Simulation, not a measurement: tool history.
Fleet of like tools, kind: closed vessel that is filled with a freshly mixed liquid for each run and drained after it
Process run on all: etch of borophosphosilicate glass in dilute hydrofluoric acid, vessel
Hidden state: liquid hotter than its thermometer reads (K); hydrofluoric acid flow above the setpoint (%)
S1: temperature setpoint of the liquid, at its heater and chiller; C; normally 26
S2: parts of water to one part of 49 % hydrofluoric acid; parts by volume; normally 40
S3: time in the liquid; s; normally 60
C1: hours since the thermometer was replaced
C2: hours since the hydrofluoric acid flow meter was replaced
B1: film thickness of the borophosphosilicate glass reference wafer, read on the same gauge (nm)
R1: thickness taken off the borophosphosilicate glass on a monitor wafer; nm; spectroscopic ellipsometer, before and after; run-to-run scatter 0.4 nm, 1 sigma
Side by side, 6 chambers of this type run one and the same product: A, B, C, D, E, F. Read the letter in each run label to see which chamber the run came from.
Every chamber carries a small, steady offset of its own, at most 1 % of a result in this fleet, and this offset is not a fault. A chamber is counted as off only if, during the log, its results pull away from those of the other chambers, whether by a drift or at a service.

run,day,S1,S2,S3,C1,C2,B1,R1
1A,0.446,26,40,60,780.6,343.3,90.013,81.186
2D,0.796,26,40,60,463.2,582.2,90.021,80.508
3E,1.033,26,40,60,144.8,300.1,90.001,79.63
4C,1.379,26,40,60,1382.4,486.2,89.998,81.288
5F,1.65,26,40,60,1433.2,942.1,90.002,80.645
6B,1.879,26,40,60,981.5,112,89.992,79.906
7B,2.088,26,40,60,986.5,117,89.992,79.474
8C,2.329,26,40,60,1405.2,509,90.016,80.995
9A,2.579,26,40,60,831.8,394.5,89.984,80.478
10F,2.858,26,40,60,1462.2,971.1,90.002,80.091
11D,3.125,26,40,60,519.1,638.1,89.991,80.351
12E,3.425,26,40,60,202.2,357.5,89.985,80.488
13D,3.638,26,40,60,531.4,650.4,89.999,79.804
14A,4,26,40,60,865.9,428.6,90.011,80.459
15C,4.246,26,40,60,1451.2,555,89.996,79.631
16E,4.512,26,40,60,228.3,383.6,89.994,80.048
17B,4.725,26,40,60,1049.8,180.3,90.011,80.573
18F,5.154,26,40,60,1517.3,1026.2,90.01,79.104
# day 5.425: chamber C: thermometer replaced
19B,5.425,26,40,60,1066.6,197.1,89.975,80.157
20F,5.692,26,40,60,1530.2,1039.1,90.002,79.718
21D,5.938,26,40,60,586.6,705.6,89.992,80.204
22E,6.317,26,40,60,271.6,426.9,90.001,80.822
23A,6.754,26,40,60,932,494.7,90.009,81.316
24C,7.025,21.5,40,75,38.5,621.7,89.994,83.145
25E,7.238,21.5,40,75,293.7,449,90.015,83.444
26D,7.571,21.5,40,75,625.8,744.8,90.015,82.9
27C,7.921,21.5,40,75,60,643.2,90.008,82.901
28B,8.129,21.5,40,75,1131.5,262,90.004,82.761
29A,8.433,21.5,40,75,972.3,535,89.979,85.937
30F,8.796,26,40,60,1604.7,1113.6,89.995,79.98
# day 9.196: chamber D: hydrofluoric acid flow meter replaced
31B,9.221,26,40,60,1157.7,288.2,90.009,80.521
32C,9.629,26,40,60,101,684.2,90.008,79.065
33E,9.879,26,40,60,357.1,512.4,89.983,80.739
34F,10.083,26,40,60,1635.6,1144.5,90.004,79.192
35D,10.479,26,50,60,695.6,30.8,89.976,63.364
36A,10.808,26,50,60,1029.3,592,90.012,65.457

Has any chamber moved away from the others, gradually or after a service, or does the common gauge drift, or do the chambers differ only by their own small steady offsets? State the chamber and the most likely cause if one applies.

It is chamber A that slowly wanders off from its peers.
Most likely cause: hydrofluoric acid flow above the setpoint (%) = 3.03.
The log may not tell that from: liquid hotter than its thermometer reads (K).

Chamber A could run next with any of the 4 candidate recipes listed below; each alters the usual settings, and their results appear as question marks. Which one brings its results back in line with what the other chambers deliver on the usual settings?
In line means no further than this from the other chambers' mean on the usual settings: R1 1.4 nm
37A-1,11.129,26,40,55,,,,?
37A-2,11.129,26,40,65,,,,?
37A-3,11.129,25,40,60,,,,?
37A-4,11.129,27,40,60,,,,?

Other chambers, usual settings, mean: R1 80.03 nm
run,R1
37A-1,76.38
37A-2,90.267
37A-3,79.941
37A-4,86.786
37A-3 brings the chamber back in line.
